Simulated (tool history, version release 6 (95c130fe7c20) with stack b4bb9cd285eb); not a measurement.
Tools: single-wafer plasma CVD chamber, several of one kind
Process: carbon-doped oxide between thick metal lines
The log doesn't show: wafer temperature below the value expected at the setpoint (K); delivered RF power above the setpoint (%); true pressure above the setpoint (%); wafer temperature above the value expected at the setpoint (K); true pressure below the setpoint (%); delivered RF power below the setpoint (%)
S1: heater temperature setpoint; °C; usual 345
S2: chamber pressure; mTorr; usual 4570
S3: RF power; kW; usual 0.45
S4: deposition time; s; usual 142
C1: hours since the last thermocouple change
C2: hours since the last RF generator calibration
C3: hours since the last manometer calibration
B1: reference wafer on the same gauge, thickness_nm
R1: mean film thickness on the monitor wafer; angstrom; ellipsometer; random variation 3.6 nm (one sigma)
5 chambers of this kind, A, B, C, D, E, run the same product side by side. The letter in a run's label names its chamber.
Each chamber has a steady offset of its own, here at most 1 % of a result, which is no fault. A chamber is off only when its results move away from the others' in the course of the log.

run,hour,S1,S2,S3,S4,C1,C2,C3,B1,R1
1A,4.7,345,4570,0.45,142,1361.8,334.1,665.5,586.16,6725.1
2E,8.6,345,4570,0.45,142,1301.5,282.3,1174.3,585.91,6736
3D,11.1,345,4570,0.45,142,585.8,545.5,1784.7,585.6,6604.5
4B,14.1,345,4570,0.45,142,1467.9,958.6,1052,586.37,6757.4
5C,19.4,345,4570,0.45,142,447.5,839.1,116.8,585.64,6754.6
6E,24.4,345,4570,0.45,142,1317.3,298.1,1190.1,585.47,6762.3
7B,29.7,354,3940,0.45,142,1483.5,974.2,1067.6,586.39,6480.4
8C,34,354,3940,0.45,142,462.1,853.7,131.4,586.19,6406.9
9D,39.3,354,3940,0.45,142,614,573.7,1812.9,585.38,6374.9
10A,44.7,354,3940,0.45,142,1401.8,374.1,705.5,585.39,6473.4
11A,47.6,354,3940,0.45,142,1404.7,377,708.4,585.92,6427.5
12B,52.8,345,4570,0.395,142,1506.6,997.3,1090.7,585.33,6097.6
13D,57,345,4570,0.395,142,631.7,591.4,1830.6,586,6056
14E,59.5,345,4570,0.395,142,1352.4,333.2,1225.2,586.36,6086.9
15C,62.7,345,4570,0.395,142,490.8,882.4,160.1,586.65,6050.4
16A,67.5,345,4570,0.395,142,1424.6,396.9,728.3,586.92,6160.5
17E,71.8,345,4570,0.45,142,1364.7,345.5,1237.5,585.74,6768.9
18B,76.3,335,4570,0.51,142,1530.1,1020.8,1114.2,585.51,7471.9
# hour 79.3: chamber B: capacitance manometer re-zeroed and calibrated
19D,80.3,335,4570,0.51,142,655,614.7,1853.9,586.11,7372.2
20C,85.5,335,4570,0.51,142,513.6,905.2,182.9,586.31,7507.5
21E,89.4,335,4570,0.51,142,1382.3,363.1,1255.1,585.76,7499.8
22D,93.9,335,4570,0.51,142,668.6,628.3,1867.5,586.49,7428.8
23C,97.8,345,4570,0.45,142,525.9,917.5,195.2,585.49,6683.6
24A,101,345,4570,0.45,142,1458.1,430.4,761.8,585.83,6692.2
25B,105.8,345,5100,0.48,142,1559.6,1050.3,26.6,586.25,7169.2
26B,110.7,345,5100,0.48,142,1564.5,1055.2,31.5,585.72,7093.1
27A,114.6,345,5100,0.48,142,1471.7,444,775.4,586.25,7110.2
28D,117.8,345,5100,0.48,142,692.5,652.2,1891.4,586.12,7048.5
29C,121.9,345,5100,0.48,142,550,941.6,219.3,585.87,7169.7
30E,126.4,345,4570,0.45,142,1419.3,400.1,1292.1,585.64,6768
31C,130,345,5090,0.45,142,558.1,949.7,227.4,585.71,6794.4
32A,133.9,345,5090,0.45,142,1491,463.3,794.7,585.6,6879.1
33D,136.9,345,5090,0.45,142,711.6,671.3,1910.5,585.91,6711.4
34B,139.8,345,5090,0.45,142,1593.6,1084.3,60.6,586.51,6804
35E,144.4,345,5090,0.45,142,1437.3,418.1,1310.1,585.98,6832.6
36D,147.9,345,4570,0.45,142,722.6,682.3,1921.5,586.04,6568.3
37A,151.5,345,4570,0.45,142,1508.6,480.9,812.3,586.05,6735.5
38C,154.4,345,4570,0.45,142,582.5,974.1,251.8,585.71,6747.4
39B,156.8,345,4570,0.45,142,1610.6,1101.3,77.6,585.85,6746.5
40E,159.5,345,4570,0.45,142,1452.4,433.2,1325.2,586.02,6738.3
41E,162.2,345,4570,0.45,142,1455.1,435.9,1327.9,586.25,6787.3

Is one chamber off against the others, does the gauge drift, or is nothing wrong? If a chamber is off, say which, and what the likeliest cause is.

No chamber stands off beyond its own small offset, and the gauge holds steady.
